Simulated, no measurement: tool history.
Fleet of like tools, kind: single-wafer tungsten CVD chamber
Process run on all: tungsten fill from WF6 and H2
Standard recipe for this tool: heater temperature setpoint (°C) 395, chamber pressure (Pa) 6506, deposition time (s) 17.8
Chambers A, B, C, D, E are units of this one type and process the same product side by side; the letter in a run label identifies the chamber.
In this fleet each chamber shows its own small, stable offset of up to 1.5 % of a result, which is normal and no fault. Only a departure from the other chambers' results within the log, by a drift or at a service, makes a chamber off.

| run | hour | heater temperature setpoint (°C) | chamber pressure (Pa) | deposition time (s) | read-back reference wafer on the same gauge, thickness_nm | mean film thickness on the monitor wafer (nm) |
|---|---|---|---|---|---|---|
| 1A | 4.8 | 395 | 6506 | 17.8 | 54.602 | 58.689 |
| 2C | 10.7 | 395 | 6506 | 17.8 | 54.589 | 59.282 |
| 3B | 20 | 395 | 6506 | 17.8 | 54.618 | 58.556 |
| 4D | 26.4 | 395 | 6506 | 17.8 | 54.614 | 59.411 |
| 5E | 33 | 395 | 6506 | 17.8 | 54.663 | 59.23 |
| 6D | 42.5 | 395 | 6506 | 17.8 | 54.637 | 59.447 |
| 7A | 48.1 | 386 | 7466 | 17.8 | 54.68 | 52.866 |
| 8C | 56.3 | 386 | 7466 | 17.8 | 54.691 | 53.137 |
| 9E | 63.9 | 386 | 7466 | 17.8 | 54.694 | 53.131 |
| 10B | 69.8 | 386 | 7466 | 17.8 | 54.677 | 52.455 |
| 11C | 76.2 | 386 | 7466 | 17.8 | 54.682 | 53.242 |
| 12D | 84.7 | 395 | 6506 | 17.8 | 54.719 | 59.703 |
| 13B | 94.2 | 395 | 6506 | 17.8 | 54.711 | 58.661 |
| 14A | 98.7 | 395 | 6506 | 17.8 | 54.727 | 59.026 |
| 15E | 105.6 | 395 | 6506 | 17.8 | 54.726 | 59.281 |
| 16B | 113.1 | 382 | 6506 | 16.7 | 54.748 | 42.771 |
| 17D | 118 | 382 | 6506 | 16.7 | 54.751 | 43.626 |
| 18A | 126.2 | 382 | 6506 | 16.7 | 54.782 | 43.197 |
| 19E | 135.3 | 382 | 6506 | 16.7 | 54.783 | 43.416 |
| 20C | 141.6 | 382 | 6506 | 16.7 | 54.785 | 43.442 |
| 21B | 149.8 | 395 | 6506 | 17.8 | 54.814 | 58.786 |
| 22D | 159.2 | 395 | 6506 | 17.8 | 54.82 | 59.758 |
| 23A | 166.8 | 395 | 6506 | 17.8 | 54.818 | 59.255 |
| 24E | 172.8 | 395 | 5093 | 17.8 | 54.843 | 53.082 |
| 25C | 178.6 | 395 | 5093 | 17.8 | 54.868 | 52.996 |
| 26A | 186.2 | 395 | 5093 | 17.8 | 54.845 | 52.929 |
| 27E | 192.2 | 395 | 5093 | 17.8 | 54.882 | 53.118 |
| 28B | 198 | 395 | 5093 | 17.8 | 54.875 | 52.717 |
| 29D | 202.3 | 395 | 6506 | 17.8 | 54.859 | 59.79 |
| 30C | 206.5 | 395 | 6506 | 19.2 | 54.87 | 64.379 |
| 31D | 212.9 | 395 | 6506 | 19.2 | 54.888 | 64.394 |
| 32A | 222.2 | 395 | 6506 | 19.2 | 54.905 | 63.801 |
| 33E | 230.8 | 395 | 6506 | 19.2 | 54.91 | 64.155 |
| 34B | 237.1 | 395 | 6506 | 19.2 | 54.904 | 63.503 |
| 35C | 246.3 | 404 | 6506 | 15.4 | 54.951 | 60.362 |
| 36B | 251.1 | 404 | 6506 | 15.4 | 54.925 | 60.235 |
| 37C | 255.5 | 404 | 6506 | 15.4 | 54.968 | 60.62 |
| 38A | 264.8 | 404 | 6506 | 15.4 | 54.966 | 60.133 |
| 39E | 270.3 | 404 | 6506 | 15.4 | 54.958 | 60.67 |
| 40D | 276.5 | 395 | 6506 | 17.8 | 54.961 | 59.943 |
| 41C | 280.7 | 395 | 6506 | 17.8 | 54.974 | 59.663 |

Which is it: a chamber that has drifted or been left off by a service, a gauge drift common to all chambers, or only each chamber's usual small offset? If a chamber is off, name it and its likeliest cause.

The shared gauge is drifting. All chambers look as if they move in step, but none is off.
Cause: gauge reads high (%) = 0.704.
